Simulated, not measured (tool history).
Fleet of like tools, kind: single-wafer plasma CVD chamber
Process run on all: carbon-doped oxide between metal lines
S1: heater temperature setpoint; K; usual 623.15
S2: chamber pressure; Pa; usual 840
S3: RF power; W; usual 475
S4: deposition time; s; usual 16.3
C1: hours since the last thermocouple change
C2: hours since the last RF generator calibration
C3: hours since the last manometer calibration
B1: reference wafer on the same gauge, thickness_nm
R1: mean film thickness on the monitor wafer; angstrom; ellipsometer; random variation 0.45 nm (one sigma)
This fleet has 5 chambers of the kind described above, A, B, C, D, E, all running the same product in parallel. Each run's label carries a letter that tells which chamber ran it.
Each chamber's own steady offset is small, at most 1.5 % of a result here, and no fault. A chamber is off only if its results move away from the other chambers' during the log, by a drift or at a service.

At hour 10.4: chamber B: capacitance manometer re-zeroed and calibrated.
Run 1A, hour 11.3: usual settings; C1 828.9; C2 146.1; C3 659.7; B1 67.117. Result: R1 840.07 angstrom.
Run 2D, hour 22.6: usual settings; C1 1501.5; C2 1873; C3 511.1; B1 67.032. Result: R1 839.07 angstrom.
At hour 26: chamber E: RF generator calibrated.
Run 3C, hour 30.6: usual settings; C1 917.8; C2 834.1; C3 435.9; B1 67.054. Result: R1 845.48 angstrom.
At hour 31.5: chamber D: thermocouple changed; heater temperature recalibrated.
Run 4E, hour 40.7: usual settings; C1 1843.2; C2 14.7; C3 1303; B1 67.121. Result: R1 819.85 angstrom.
Run 5B, hour 51.9: usual settings; C1 356.4; C2 389.7; C3 41.5; B1 67.132. Result: R1 839.72 angstrom.
Run 6E, hour 63.3: usual settings; C1 1865.8; C2 37.3; C3 1325.6; B1 67.073. Result: R1 828.21 angstrom.
Run 7C, hour 74.6: usual settings; C1 961.8; C2 878.1; C3 479.9; B1 67.174. Result: R1 845.7 angstrom.
Run 8A, hour 81: usual settings; C1 898.6; C2 215.8; C3 729.4; B1 67.143. Result: R1 834.14 angstrom.
Run 9B, hour 92.8: usual settings; C1 397.3; C2 430.6; C3 82.4; B1 67.123. Result: R1 831.98 angstrom.
Run 10D, hour 103.2: usual settings; C1 71.7; C2 1953.6; C3 591.7; B1 67.126. Result: R1 839.17 angstrom.
Run 11B, hour 108.9: usual settings; C1 413.4; C2 446.7; C3 98.5; B1 67.101. Result: R1 835.15 angstrom.
Run 12C, hour 119.4: usual settings; C1 1006.6; C2 922.9; C3 524.7; B1 67.125. Result: R1 840.16 angstrom.
Run 13D, hour 125.8: usual settings; C1 94.3; C2 1976.2; C3 614.3; B1 67.138. Result: R1 835.38 angstrom.
Run 14E, hour 133.2: usual settings; C1 1935.7; C2 107.2; C3 1395.5; B1 67.234. Result: R1 826.31 angstrom.
Run 15A, hour 141.1: usual settings; C1 958.7; C2 275.9; C3 789.5; B1 67.151. Result: R1 836.3 angstrom.
Run 16D, hour 147.8: usual settings; C1 116.3; C2 1998.2; C3 636.3; B1 67.074. Result: R1 845.65 angstrom.
Run 17B, hour 159.3: usual settings but S2 961 Pa; C1 463.8; C2 497.1; C3 148.9; B1 67.047. Result: R1 846.39 angstrom.
At hour 164.8: chamber A: thermocouple changed; heater temperature recalibrated.
Run 18E, hour 167.6: usual settings but S2 961 Pa; C1 1970.1; C2 141.6; C3 1429.9; B1 67.112. Result: R1 841 angstrom.
Run 19A, hour 179.9: usual settings but S2 961 Pa; C1 15.1; C2 314.7; C3 828.3; B1 67.061. Result: R1 842.09 angstrom.
Run 20C, hour 186: usual settings but S2 961 Pa; C1 1073.2; C2 989.5; C3 591.3; B1 67.162. Result: R1 850.39 angstrom.
Run 21C, hour 194.2: usual settings but S2 961 Pa; C1 1081.4; C2 997.7; C3 599.5; B1 67.073. Result: R1 857.27 angstrom.
At hour 205.4: chamber D: RF generator calibrated.
Run 22B, hour 207: usual settings but S2 901 Pa, S3 400 W; C1 511.5; C2 544.8; C3 196.6; B1 67.139. Result: R1 742.43 angstrom.
Run 23D, hour 218: usual settings but S2 901 Pa, S3 400 W; C1 186.5; C2 12.7; C3 706.5; B1 67.112. Result: R1 745.08 angstrom.
Run 24E, hour 230.3: usual settings but S2 901 Pa, S3 400 W; C1 2032.8; C2 204.3; C3 1492.6; B1 67.21. Result: R1 731.9 angstrom.
Run 25A, hour 242.4: usual settings but S2 901 Pa, S3 400 W; C1 77.6; C2 377.2; C3 890.8; B1 67.156. Result: R1 739.68 angstrom.
Run 26A, hour 249.4: usual settings but S2 901 Pa, S3 400 W; C1 84.6; C2 384.2; C3 897.8; B1 67.079. Result: R1 739.38 angstrom.
Run 27B, hour 259.1: usual settings; C1 563.6; C2 596.9; C3 248.7; B1 67.1. Result: R1 831.32 angstrom.
Run 28D, hour 264.9: usual settings; C1 233.4; C2 59.6; C3 753.4; B1 67.037. Result: R1 843.74 angstrom.
Run 29E, hour 274.9: usual settings; C1 2077.4; C2 248.9; C3 1537.2; B1 67.149. Result: R1 829.15 angstrom.
Run 30C, hour 284.8: usual settings but S2 937 Pa; C1 1172; C2 1088.3; C3 690.1; B1 67.052. Result: R1 855.82 angstrom.
Run 31A, hour 293: usual settings but S2 937 Pa; C1 128.2; C2 427.8; C3 941.4; B1 67.181. Result: R1 837.2 angstrom.
Run 32C, hour 301.6: usual settings but S2 937 Pa; C1 1188.8; C2 1105.1; C3 706.9; B1 67.062. Result: R1 850.27 angstrom.
Run 33D, hour 312.6: usual settings but S2 937 Pa; C1 281.1; C2 107.3; C3 801.1; B1 67.19. Result: R1 836.19 angstrom.
Run 34B, hour 324.4: usual settings but S2 937 Pa; C1 628.9; C2 662.2; C3 314; B1 67.173. Result: R1 844.66 angstrom.
Run 35E, hour 335.2: usual settings but S1 613.15 K, S2 663 Pa; C1 2137.7; C2 309.2; C3 1597.5; B1 67.104. Result: R1 829.1 angstrom.

All 5 chambers run these settings next. Forecast each chamber's results:
Run 36A, hour 344.5: usual settings but S2 937 Pa. Result: R1 ?.
Run 36B, hour 344.5: usual settings but S2 937 Pa. Result: R1 ?.
Run 36C, hour 344.5: usual settings but S2 937 Pa. Result: R1 ?.
Run 36D, hour 344.5: usual settings but S2 937 Pa. Result: R1 ?.
Run 36E, hour 344.5: usual settings but S2 937 Pa. Result: R1 ?.

run      R1
36A  854.71
36B  845.47
36C  848.73
36D   835.4
36E  830.21
